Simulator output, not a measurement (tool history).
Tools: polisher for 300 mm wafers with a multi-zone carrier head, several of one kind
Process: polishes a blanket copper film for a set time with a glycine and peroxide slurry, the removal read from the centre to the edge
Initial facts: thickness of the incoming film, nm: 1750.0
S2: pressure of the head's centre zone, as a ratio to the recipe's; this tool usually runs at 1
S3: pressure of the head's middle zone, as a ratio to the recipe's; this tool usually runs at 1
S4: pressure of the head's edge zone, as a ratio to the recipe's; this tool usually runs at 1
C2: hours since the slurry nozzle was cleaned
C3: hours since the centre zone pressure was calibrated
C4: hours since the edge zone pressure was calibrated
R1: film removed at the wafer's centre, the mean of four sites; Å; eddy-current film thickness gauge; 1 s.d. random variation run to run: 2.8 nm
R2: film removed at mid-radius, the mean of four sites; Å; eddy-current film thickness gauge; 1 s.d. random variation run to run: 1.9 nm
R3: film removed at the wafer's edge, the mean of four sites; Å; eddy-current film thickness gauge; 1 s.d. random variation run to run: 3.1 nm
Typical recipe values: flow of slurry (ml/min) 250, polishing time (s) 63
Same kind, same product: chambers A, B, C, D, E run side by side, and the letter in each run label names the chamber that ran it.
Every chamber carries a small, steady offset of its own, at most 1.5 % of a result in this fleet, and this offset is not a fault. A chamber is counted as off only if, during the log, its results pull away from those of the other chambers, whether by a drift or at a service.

{"run": "1D", "day": 0.438, "flow of slurry (ml/min)": 250, "S2": 1, "S3": 1, "S4": 1, "polishing time (s)": 63, "wafers polished on this pad": 590, "C2": 143.8, "C3": 873.7, "C4": 538.3, "R1": 2721.4, "R2": 2675.6, "R3": 2741.7}
{"run": "2C", "day": 0.829, "flow of slurry (ml/min)": 250, "S2": 1, "S3": 1, "S4": 1, "polishing time (s)": 63, "wafers polished on this pad": 570, "C2": 683.2, "C3": 245.9, "C4": 167.5, "R1": 2686.6, "R2": 2649.5, "R3": 2727.5}
{"run": "3B", "day": 1.292, "flow of slurry (ml/min)": 250, "S2": 1, "S3": 1, "S4": 1, "polishing time (s)": 63, "wafers polished on this pad": 646, "C2": 678.7, "C3": 58.1, "C4": 578.6, "R1": 2697.1, "R2": 2686.1, "R3": 2671.5}
{"run": "4E", "day": 1.85, "flow of slurry (ml/min)": 250, "S2": 1, "S3": 1, "S4": 1, "polishing time (s)": 63, "wafers polished on this pad": 1177, "C2": 53.7, "C3": 383.9, "C4": 594.2, "R1": 2716.1, "R2": 2713.9, "R3": 2755.3}
{"day": 2.1, "done": "chamber D: worn pad replaced by a new one"}
{"run": "5A", "day": 2.221, "flow of slurry (ml/min)": 250, "S2": 1, "S3": 1, "S4": 1, "polishing time (s)": 63, "wafers polished on this pad": 1464, "C2": 487, "C3": 888.4, "C4": 309.1, "R1": 2712.9, "R2": 2684.9, "R3": 2743.5}
{"run": "6E", "day": 2.8, "flow of slurry (ml/min)": 250, "S2": 1, "S3": 1, "S4": 1, "polishing time (s)": 63, "wafers polished on this pad": 1508, "C2": 76.5, "C3": 406.7, "C4": 617, "R1": 2697.5, "R2": 2693.3, "R3": 2705.3}
{"day": 2.821, "done": "chamber A: edge zone pressure recalibrated"}
{"day": 3.012, "done": "chamber E: worn pad replaced by a new one"}
{"run": "7B", "day": 3.1, "flow of slurry (ml/min)": 250, "S2": 1, "S3": 1, "S4": 1, "polishing time (s)": 63, "wafers polished on this pad": 1277, "C2": 722.1, "C3": 101.5, "C4": 622, "R1": 2628.2, "R2": 2677.7, "R3": 2663.1}
{"day": 3.175, "done": "chamber C: worn pad replaced by a new one"}
{"day": 3.388, "done": "chamber B: worn pad replaced by a new one"}
{"run": "8C", "day": 3.546, "flow of slurry (ml/min)": 250, "S2": 1, "S3": 1, "S4": 1, "polishing time (s)": 63, "wafers polished on this pad": 130, "C2": 748.4, "C3": 311.1, "C4": 232.7, "R1": 2677.1, "R2": 2693.9, "R3": 2714.9}
{"run": "9A", "day": 4.05, "flow of slurry (ml/min)": 250, "S2": 1, "S3": 1, "S4": 1, "polishing time (s)": 63, "wafers polished on this pad": 2102, "C2": 530.9, "C3": 932.3, "C4": 29.6, "R1": 2677.5, "R2": 2667.4, "R3": 2720.2}
{"day": 4.15, "done": "chamber D: centre zone pressure recalibrated"}
{"run": "10D", "day": 4.592, "flow of slurry (ml/min)": 250, "S2": 1, "S3": 1, "S4": 1, "polishing time (s)": 63, "wafers polished on this pad": 870, "C2": 243.5, "C3": 10.6, "C4": 638, "R1": 2711.8, "R2": 2695.1, "R3": 2684.9}
{"run": "11A", "day": 4.938, "flow of slurry (ml/min)": 250, "S2": 1, "S3": 1, "S4": 1, "polishing time (s)": 63, "wafers polished on this pad": 2412, "C2": 552.2, "C3": 953.6, "C4": 50.9, "R1": 2701, "R2": 2674.8, "R3": 2737}
{"run": "12D", "day": 5.342, "flow of slurry (ml/min)": 250, "S2": 1, "S3": 1, "S4": 1, "polishing time (s)": 63, "wafers polished on this pad": 1132, "C2": 261.5, "C3": 28.6, "C4": 656, "R1": 2731.9, "R2": 2722.4, "R3": 2677.9}
{"day": 5.588, "done": "chamber D: worn pad replaced by a new one"}
{"run": "13B", "day": 5.85, "flow of slurry (ml/min)": 250, "S2": 1, "S3": 1, "S4": 1, "polishing time (s)": 63, "wafers polished on this pad": 860, "C2": 788.1, "C3": 167.5, "C4": 688, "R1": 2603.9, "R2": 2687.1, "R3": 2747.1}
{"day": 5.946, "done": "chamber B: slurry nozzle cleaned"}
{"run": "14E", "day": 6.304, "flow of slurry (ml/min)": 250, "S2": 1, "S3": 1, "S4": 1, "polishing time (s)": 63, "wafers polished on this pad": 1149, "C2": 160.6, "C3": 490.8, "C4": 701.1, "R1": 2705, "R2": 2674.6, "R3": 2732.3}
{"day": 6.642, "done": "chamber E: worn pad replaced by a new one"}
{"run": "15C", "day": 6.667, "flow of slurry (ml/min)": 250, "S2": 1, "S3": 1, "S4": 1, "polishing time (s)": 63, "wafers polished on this pad": 1219, "C2": 823.3, "C3": 386, "C4": 307.6, "R1": 2700, "R2": 2709.9, "R3": 2720}
{"day": 6.817, "done": "chamber B: worn pad replaced by a new one"}
{"day": 6.917, "done": "chamber C: slurry nozzle cleaned"}
{"run": "16D", "day": 7.204, "flow of slurry (ml/min)": 250, "S2": 1, "S3": 1, "S4": 1, "polishing time (s)": 63, "wafers polished on this pad": 564, "C2": 306.2, "C3": 73.3, "C4": 700.7, "R1": 2658.8, "R2": 2683.1, "R3": 2728.3}
{"day": 7.496, "done": "chamber C: worn pad replaced by a new one"}
{"day": 7.562, "done": "chamber C: edge zone pressure recalibrated"}
{"run": "17C", "day": 7.6, "flow of slurry (ml/min)": 250, "S2": 1, "S3": 1, "S4": 1, "polishing time (s)": 63, "wafers polished on this pad": 37, "C2": 16.4, "C3": 408.4, "C4": 1, "R1": 2713.6, "R2": 2709.5, "R3": 2704.6}
{"run": "18E", "day": 7.933, "flow of slurry (ml/min)": 250, "S2": 1, "S3": 1, "S4": 1, "polishing time (s)": 63, "wafers polished on this pad": 451, "C2": 199.7, "C3": 529.9, "C4": 740.2, "R1": 2711.6, "R2": 2714.9, "R3": 2709.8}
{"run": "19B", "day": 8.408, "flow of slurry (ml/min)": 250, "S2": 1, "S3": 1, "S4": 1, "polishing time (s)": 63, "wafers polished on this pad": 555, "C2": 59.1, "C3": 228.9, "C4": 749.4, "R1": 2716.1, "R2": 2702.8, "R3": 2676}
{"run": "20A", "day": 8.888, "flow of slurry (ml/min)": 250, "S2": 1, "S3": 1, "S4": 1, "polishing time (s)": 63, "wafers polished on this pad": 3790, "C2": 647, "C3": 1048.4, "C4": 145.7, "R1": 2569.8, "R2": 2641.8, "R3": 2680.6}
{"day": 9.312, "done": "chamber D: worn pad replaced by a new one"}
{"run": "21E", "day": 9.396, "flow of slurry (ml/min)": 285, "S2": 1, "S3": 1, "S4": 1, "polishing time (s)": 63, "wafers polished on this pad": 961, "C2": 234.8, "C3": 565, "C4": 775.3, "R1": 2743.4, "R2": 2739, "R3": 2762.8}
{"day": 9.533, "done": "chamber A: slurry nozzle cleaned"}
{"run": "22B", "day": 9.888, "flow of slurry (ml/min)": 285, "S2": 1, "S3": 1, "S4": 1, "polishing time (s)": 63, "wafers polished on this pad": 1071, "C2": 94.6, "C3": 264.4, "C4": 784.9, "R1": 2666.3, "R2": 2735.9, "R3": 2789.2}
{"run": "23A", "day": 10.188, "flow of slurry (ml/min)": 285, "S2": 1, "S3": 1, "S4": 1, "polishing time (s)": 63, "wafers polished on this pad": 4244, "C2": 15.8, "C3": 1079.6, "C4": 176.9, "R1": 2622.8, "R2": 2657.8, "R3": 2628.5}
{"day": 10.346, "done": "chamber C: centre zone pressure recalibrated"}
{"run": "24C", "day": 10.546, "flow of slurry (ml/min)": 285, "S2": 1, "S3": 1, "S4": 1, "polishing time (s)": 63, "wafers polished on this pad": 1065, "C2": 87.1, "C3": 4.8, "C4": 71.7, "R1": 2770.2, "R2": 2720.7, "R3": 2714.1}
{"day": 10.958, "done": "chamber C: worn pad replaced by a new one"}
{"day": 11.012, "done": "chamber E: worn pad replaced by a new one"}
{"run": "25D", "day": 11.042, "flow of slurry (ml/min)": 285, "S2": 1, "S3": 1, "S4": 1, "polishing time (s)": 63, "wafers polished on this pad": 604, "C2": 398.3, "C3": 165.4, "C4": 792.8, "R1": 2771.4, "R2": 2740.5, "R3": 2725.1}
{"day": 11.275, "done": "chamber B: worn pad replaced by a new one"}
{"run": "26A", "day": 11.421, "flow of slurry (ml/min)": 250, "S2": 1, "S3": 1, "S4": 1, "polishing time (s)": 63, "wafers polished on this pad": 4674, "C2": 45.4, "C3": 1109.2, "C4": 206.5, "R1": 2561, "R2": 2595.9, "R3": 2670.3}
{"day": 11.717, "done": "chamber A: centre zone pressure recalibrated"}
{"run": "27C", "day": 11.838, "flow of slurry (ml/min)": 250, "S2": 1, "S3": 1, "S4": 1, "polishing time (s)": 63, "wafers polished on this pad": 306, "C2": 118.1, "C3": 35.8, "C4": 102.7, "R1": 2696.2, "R2": 2708.3, "R3": 2739.2}
{"run": "28D", "day": 12.246, "flow of slurry (ml/min)": 250, "S2": 1, "S3": 1, "S4": 1, "polishing time (s)": 63, "wafers polished on this pad": 1024, "C2": 427.2, "C3": 194.3, "C4": 821.7, "R1": 2676.6, "R2": 2656.9, "R3": 2661.2}
{"day": 12.3, "done": "chamber E: slurry nozzle cleaned"}
{"run": "29E", "day": 12.696, "flow of slurry (ml/min)": 250, "S2": 1, "S3": 1, "S4": 1, "polishing time (s)": 63, "wafers polished on this pad": 588, "C2": 9.5, "C3": 644.2, "C4": 854.5, "R1": 2677.6, "R2": 2685, "R3": 2720.8}
{"run": "30B", "day": 12.988, "flow of slurry (ml/min)": 250, "S2": 1, "S3": 1, "S4": 1, "polishing time (s)": 63, "wafers polished on this pad": 597, "C2": 169, "C3": 338.8, "C4": 859.3, "R1": 2685.3, "R2": 2686.6, "R3": 2679.6}
{"day": 13.288, "done": "chamber D: worn pad replaced by a new one"}
{"run": "31E", "day": 13.446, "flow of slurry (ml/min)": 170, "S2": 1.06, "S3": 1, "S4": 1, "polishing time (s)": 63, "wafers polished on this pad": 850, "C2": 27.5, "C3": 662.2, "C4": 872.5, "R1": 2755, "R2": 2555.8, "R3": 2579.3}
{"run": "32A", "day": 13.888, "flow of slurry (ml/min)": 170, "S2": 1.06, "S3": 1, "S4": 1, "polishing time (s)": 63, "wafers polished on this pad": 5535, "C2": 104.6, "C3": 52.1, "C4": 265.7, "R1": 2553.1, "R2": 2432.9, "R3": 2512.3}
{"day": 14.379, "done": "chamber A: edge zone pressure recalibrated"}
{"run": "33D", "day": 14.429, "flow of slurry (ml/min)": 170, "S2": 1.06, "S3": 1, "S4": 1, "polishing time (s)": 63, "wafers polished on this pad": 398, "C2": 479.6, "C3": 246.7, "C4": 874.1, "R1": 2704, "R2": 2523.2, "R3": 2581.1}
{"day": 14.671, "done": "chamber E: edge zone pressure recalibrated"}
{"run": "34C", "day": 14.746, "flow of slurry (ml/min)": 170, "S2": 1.06, "S3": 1, "S4": 1, "polishing time (s)": 63, "wafers polished on this pad": 1321, "C2": 187.9, "C3": 105.6, "C4": 172.5, "R1": 2718.7, "R2": 2542.9, "R3": 2607.1}
{"day": 14.762, "done": "chamber C: worn pad replaced by a new one"}
{"day": 14.908, "done": "chamber B: worn pad replaced by a new one"}
{"day": 15.167, "done": "chamber E: worn pad replaced by a new one"}
{"run": "35B", "day": 15.267, "flow of slurry (ml/min)": 170, "S2": 1.06, "S3": 1, "S4": 1, "polishing time (s)": 63, "wafers polished on this pad": 125, "C2": 223.7, "C3": 393.5, "C4": 914, "R1": 2666.9, "R2": 2527.4, "R3": 2551.7}
{"run": "36B", "day": 15.817, "flow of slurry (ml/min)": 250, "S2": 1, "S3": 1, "S4": 1, "polishing time (s)": 63, "wafers polished on this pad": 317, "C2": 236.9, "C3": 406.7, "C4": 927.2, "R1": 2703.4, "R2": 2691.8, "R3": 2726.2}
{"run": "37E", "day": 16.225, "flow of slurry (ml/min)": 250, "S2": 1, "S3": 1, "S4": 1, "polishing time (s)": 63, "wafers polished on this pad": 369, "C2": 94.2, "C3": 728.9, "C4": 37.4, "R1": 2665.6, "R2": 2694, "R3": 2729.4}
{"run": "38D", "day": 16.638, "flow of slurry (ml/min)": 250, "S2": 1, "S3": 1, "S4": 1, "polishing time (s)": 63, "wafers polished on this pad": 1169, "C2": 532.6, "C3": 299.7, "C4": 927.1, "R1": 2702.3, "R2": 2711.4, "R3": 2682.9}
{"run": "39A", "day": 17.121, "flow of slurry (ml/min)": 250, "S2": 1, "S3": 1, "S4": 1, "polishing time (s)": 63, "wafers polished on this pad": 6664, "C2": 182.2, "C3": 129.7, "C4": 65.8, "R1": 2550.2, "R2": 2543.4, "R3": 2601}
{"day": 17.454, "done": "chamber D: worn pad replaced by a new one"}
{"run": "40C", "day": 17.567, "flow of slurry (ml/min)": 250, "S2": 1, "S3": 1, "S4": 1, "polishing time (s)": 63, "wafers polished on this pad": 979, "C2": 255.6, "C3": 173.3, "C4": 240.2, "R1": 2692.7, "R2": 2736.6, "R3": 2751.7}
{"run": "41A", "day": 17.979, "flow of slurry (ml/min)": 250, "S2": 1, "S3": 1, "S4": 1, "polishing time (s)": 63, "wafers polished on this pad": 6963, "C2": 202.8, "C3": 150.3, "C4": 86.4, "R1": 2555.9, "R2": 2542.6, "R3": 2551}
{"day": 18.421, "done": "chamber B: worn pad replaced by a new one"}
{"day": 18.483, "done": "chamber C: worn pad replaced by a new one"}
{"run": "42D", "day": 18.529, "flow of slurry (ml/min)": 250, "S2": 1, "S3": 1, "S4": 1, "polishing time (s)": 63, "wafers polished on this pad": 375, "C2": 578, "C3": 345.1, "C4": 972.5, "R1": 2705.5, "R2": 2712.2, "R3": 2729}
{"day": 19.046, "done": "chamber C: edge zone pressure recalibrated"}
{"run": "43C", "day": 19.133, "flow of slurry (ml/min)": 250, "S2": 1, "S3": 1, "S4": 1, "polishing time (s)": 63, "wafers polished on this pad": 228, "C2": 293.2, "C3": 210.9, "C4": 2.2, "R1": 2759.5, "R2": 2682.8, "R3": 2755.3}
{"run": "44B", "day": 19.55, "flow of slurry (ml/min)": 250, "S2": 1, "S3": 1, "S4": 1, "polishing time (s)": 63, "wafers polished on this pad": 394, "C2": 326.5, "C3": 496.3, "C4": 1016.8, "R1": 2694.8, "R2": 2717.8, "R3": 2717.2}

Which is it: a chamber that has drifted or been left off by a service, a gauge drift common to all chambers, or only each chamber's usual small offset? If a chamber is off, name it and its likeliest cause.

Little by little, chamber A moves away from the other chambers.
Likeliest cause: removal rate lost through wear of the pad, % = 6.47.

Here are 4 candidates for chamber A's next run, each the usual settings with a change, their results left as question marks. Which one brings its results back in line with what the others give on the usual settings?
In line means no further than this from the other chambers' mean on the usual settings: R1 96 Å; R2 66 Å; R3 110 Å
{"run": "45A-1", "day": 20.029, "flow of slurry (ml/min)": 250, "S2": 1, "S3": 1.01, "S4": 1, "polishing time (s)": 64, "R1": "?", "R2": "?", "R3": "?"}
{"run": "45A-2", "day": 20.029, "flow of slurry (ml/min)": 250, "S2": 1, "S3": 0.99, "S4": 1, "polishing time (s)": 62, "R1": "?", "R2": "?", "R3": "?"}
{"run": "45A-3", "day": 20.029, "flow of slurry (ml/min)": 255, "S2": 1.01, "S3": 1.01, "S4": 1, "polishing time (s)": 67, "R1": "?", "R2": "?", "R3": "?"}
{"run": "45A-4", "day": 20.029, "flow of slurry (ml/min)": 245, "S2": 0.99, "S3": 0.99, "S4": 1, "polishing time (s)": 59, "R1": "?", "R2": "?", "R3": "?"}

The other chambers' mean on the usual settings: R1 2701.3 Å; R2 2698.2 Å; R3 2715.1 Å
run=45A-1 R1=2553.1 R2=2573.4 R3=2598.9
run=45A-2 R1=2472.9 R2=2447 R3=2518.4
run=45A-3 R1=2708.7 R2=2700 R3=2725.4
run=45A-4 R1=2321.5 R2=2323.1 R3=2392.3
45A-3 is the one that brings the chamber's results back in line with the other chambers.
